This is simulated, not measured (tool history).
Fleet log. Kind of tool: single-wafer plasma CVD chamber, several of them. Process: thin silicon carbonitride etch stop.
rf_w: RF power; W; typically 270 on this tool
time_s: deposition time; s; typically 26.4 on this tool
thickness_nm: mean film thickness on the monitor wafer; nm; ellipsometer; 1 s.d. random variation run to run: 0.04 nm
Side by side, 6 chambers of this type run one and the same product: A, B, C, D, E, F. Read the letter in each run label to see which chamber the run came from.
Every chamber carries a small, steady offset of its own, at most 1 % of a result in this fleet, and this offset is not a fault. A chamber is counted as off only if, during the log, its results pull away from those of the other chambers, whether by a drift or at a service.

| run | day | rf_w | time_s | hours since the last thermocouple change | hours since the last RF generator calibration | read-back reference wafer on the same gauge, thickness_nm | thickness_nm |
|---|---|---|---|---|---|---|---|
| 1E | 0.171 | 270 | 26.4 | 809.5 | 962.8 | 18.801 | 16.462 |
| 2C | 0.329 | 270 | 26.4 | 136 | 1371.4 | 18.795 | 16.641 |
| 3D | 0.508 | 270 | 26.4 | 1139.1 | 744 | 18.798 | 16.514 |
| 4F | 0.696 | 270 | 26.4 | 47.3 | 870.8 | 18.799 | 16.32 |
| 5B | 0.95 | 270 | 26.4 | 875.2 | 81.6 | 18.807 | 16.572 |
| 6A | 1.092 | 270 | 26.4 | 1757.5 | 531.6 | 18.789 | 16.291 |
| 7D | 1.212 | 270 | 26.4 | 1156 | 760.9 | 18.802 | 16.594 |
| 8A | 1.354 | 270 | 26.4 | 1763.8 | 537.9 | 18.797 | 16.345 |
| 9B | 1.567 | 270 | 26.4 | 890 | 96.4 | 18.801 | 16.564 |
| 10F | 1.725 | 220 | 26.4 | 72 | 895.5 | 18.791 | 15.455 |
| 11C | 1.883 | 220 | 26.4 | 173.3 | 1408.7 | 18.8 | 15.64 |
| 12E | 2.1 | 220 | 26.4 | 855.8 | 1009.1 | 18.79 | 15.394 |
| 13C | 2.242 | 220 | 26.4 | 181.9 | 1417.3 | 18.791 | 15.592 |
| 14D | 2.438 | 220 | 26.4 | 1185.4 | 790.3 | 18.791 | 15.509 |
| 15B | 2.654 | 220 | 26.4 | 916.1 | 122.5 | 18.793 | 15.572 |
| 16F | 2.888 | 270 | 26.4 | 99.9 | 923.4 | 18.798 | 16.248 |
| 17E | 3.142 | 270 | 26.4 | 880.8 | 1034.1 | 18.789 | 16.382 |
| 18A | 3.375 | 270 | 26.4 | 1812.3 | 586.4 | 18.8 | 16.261 |
| 19E | 3.567 | 270 | 26.4 | 891 | 1044.3 | 18.817 | 16.401 |
| 20A | 3.733 | 270 | 26.4 | 1820.9 | 595 | 18.8 | 16.319 |
| 21D | 3.979 | 270 | 26.4 | 1222.4 | 827.3 | 18.801 | 16.515 |
| 22C | 4.15 | 270 | 26.4 | 227.7 | 1463.1 | 18.793 | 16.676 |
| 23B | 4.4 | 270 | 26.4 | 958 | 164.4 | 18.802 | 16.578 |
| 24F | 4.621 | 270 | 26.4 | 141.5 | 965 | 18.805 | 16.306 |
| 25C | 4.867 | 270 | 26.4 | 244.9 | 1480.3 | 18.792 | 16.571 |
|  | 4.871 | chamber A: thermocouple changed; heater temperature recalibrated |
| 26D | 5.071 | 270 | 26.4 | 1248.6 | 853.5 | 18.784 | 16.432 |
| 27F | 5.221 | 270 | 26.4 | 155.9 | 979.4 | 18.786 | 16.232 |
| 28E | 5.438 | 270 | 26.4 | 935.9 | 1089.2 | 18.796 | 16.397 |
| 29B | 5.688 | 270 | 26.4 | 988.9 | 195.3 | 18.81 | 16.547 |
| 30A | 5.846 | 240 | 26.4 | 23.5 | 645.7 | 18.796 | 15.858 |
| 31B | 6.088 | 240 | 26.4 | 998.5 | 204.9 | 18.789 | 16.03 |
| 32A | 6.267 | 240 | 26.4 | 33.6 | 655.8 | 18.804 | 15.821 |
| 33F | 6.429 | 240 | 26.4 | 184.9 | 1008.4 | 18.797 | 15.662 |
| 34E | 6.675 | 240 | 26.4 | 965.6 | 1118.9 | 18.813 | 15.861 |
| 35C | 6.888 | 240 | 26.4 | 293.4 | 1528.8 | 18.801 | 16.062 |
| 36D | 7.008 | 270 | 26.4 | 1295.1 | 900 | 18.8 | 16.483 |
| 37B | 7.204 | 270 | 26.4 | 1025.3 | 231.7 | 18.806 | 16.544 |
| 38E | 7.371 | 270 | 26.4 | 982.3 | 1135.6 | 18.799 | 16.472 |
| 39D | 7.512 | 320 | 22.7 | 1307.2 | 912.1 | 18.792 | 14.907 |
| 40C | 7.692 | 320 | 22.7 | 312.7 | 1548.1 | 18.804 | 15.016 |
| 41A | 7.929 | 320 | 22.7 | 73.5 | 695.7 | 18.804 | 14.837 |
| 42F | 8.154 | 320 | 22.7 | 226.3 | 1049.8 | 18.8 | 14.653 |
| 43F | 8.392 | 320 | 22.7 | 232 | 1055.5 | 18.805 | 14.649 |

Each of the 6 chambers runs these same settings next. Fill in every chamber's results:
| 44A | 8.583 | 270 | 26.4 |  |  |  | ? |
| 44B | 8.583 | 270 | 26.4 |  |  |  | ? |
| 44C | 8.583 | 270 | 26.4 |  |  |  | ? |
| 44D | 8.583 | 270 | 26.4 |  |  |  | ? |
| 44E | 8.583 | 270 | 26.4 |  |  |  | ? |
| 44F | 8.583 | 270 | 26.4 |  |  |  | ? |

| run | thickness_nm |
|---|---|
| 44A | 16.424 |
| 44B | 16.546 |
| 44C | 16.68 |
| 44D | 16.572 |
| 44E | 16.319 |
| 44F | 16.113 |
